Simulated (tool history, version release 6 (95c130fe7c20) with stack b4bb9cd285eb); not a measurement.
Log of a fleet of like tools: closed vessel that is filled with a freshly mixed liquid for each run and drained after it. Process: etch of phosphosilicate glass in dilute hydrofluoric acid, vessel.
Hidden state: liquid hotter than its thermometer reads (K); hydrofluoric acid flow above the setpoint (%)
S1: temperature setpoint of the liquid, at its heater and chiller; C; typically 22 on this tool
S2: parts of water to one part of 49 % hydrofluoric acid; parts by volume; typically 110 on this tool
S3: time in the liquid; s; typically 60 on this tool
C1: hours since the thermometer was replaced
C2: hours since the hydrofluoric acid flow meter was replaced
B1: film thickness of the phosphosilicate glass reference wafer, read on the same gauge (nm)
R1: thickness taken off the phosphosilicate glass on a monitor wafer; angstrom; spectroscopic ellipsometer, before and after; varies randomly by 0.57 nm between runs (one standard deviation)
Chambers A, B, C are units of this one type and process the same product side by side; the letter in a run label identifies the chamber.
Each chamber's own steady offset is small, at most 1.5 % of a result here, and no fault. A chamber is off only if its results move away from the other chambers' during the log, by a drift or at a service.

run,hour,S1,S2,S3,C1,C2,B1,R1
1C,15.5,22,110,60,354.8,652.8,140.02,640.36
2B,24.8,22,110,60,1486.1,436.5,140.00,643.62
3A,32.8,22,110,60,793.6,388.3,139.99,638.39
4A,44.6,22,110,60,805.4,400.1,139.98,638.75
5C,56.1,22,110,60,395.4,693.4,140.00,641.91
# hour 58.0: chamber C: hydrofluoric acid flow meter replaced
# hour 61.4: chamber A: hydrofluoric acid flow meter replaced
6B,72.0,22,110,60,1533.3,483.7,139.99,666.94
7C,86.4,22,110,60,425.7,28.4,140.01,643.08
8A,101.4,22,110,60,862.2,40.0,140.00,640.77
9B,116.7,22,110,60,1578.0,528.4,139.99,657.87
10C,125.5,22,110,60,464.8,67.5,139.99,644.80
11B,140.9,22,110,60,1602.2,552.6,139.99,670.63
12A,149.4,22,110,60,910.2,88.0,140.01,633.40
13A,161.0,25,110,85,921.8,99.6,139.99,1024.00
14C,177.4,25,110,85,516.7,119.4,140.01,1018.60
15B,192.2,25,110,85,1653.5,603.9,139.99,1095.30
16B,203.3,22,110,60,1664.6,615.0,140.01,695.01
17A,216.6,22,110,60,977.4,155.2,140.01,630.27
18C,231.4,22,110,60,570.7,173.4,140.00,637.49
19A,242.5,22,110,60,1003.3,181.1,140.00,645.72
20C,251.0,22,110,60,590.3,193.0,140.02,641.30
21B,259.4,22,110,60,1720.7,671.1,140.02,701.66
22C,272.5,22,110,60,611.8,214.5,140.01,639.57

Each of the 3 chambers runs these same settings next. Fill in every chamber's results:
23A,284.4,22,110,35,,,,?
23B,284.4,22,110,35,,,,?
23C,284.4,22,110,35,,,,?

run,R1
23A,371.34
23B,413.58
23C,367.87

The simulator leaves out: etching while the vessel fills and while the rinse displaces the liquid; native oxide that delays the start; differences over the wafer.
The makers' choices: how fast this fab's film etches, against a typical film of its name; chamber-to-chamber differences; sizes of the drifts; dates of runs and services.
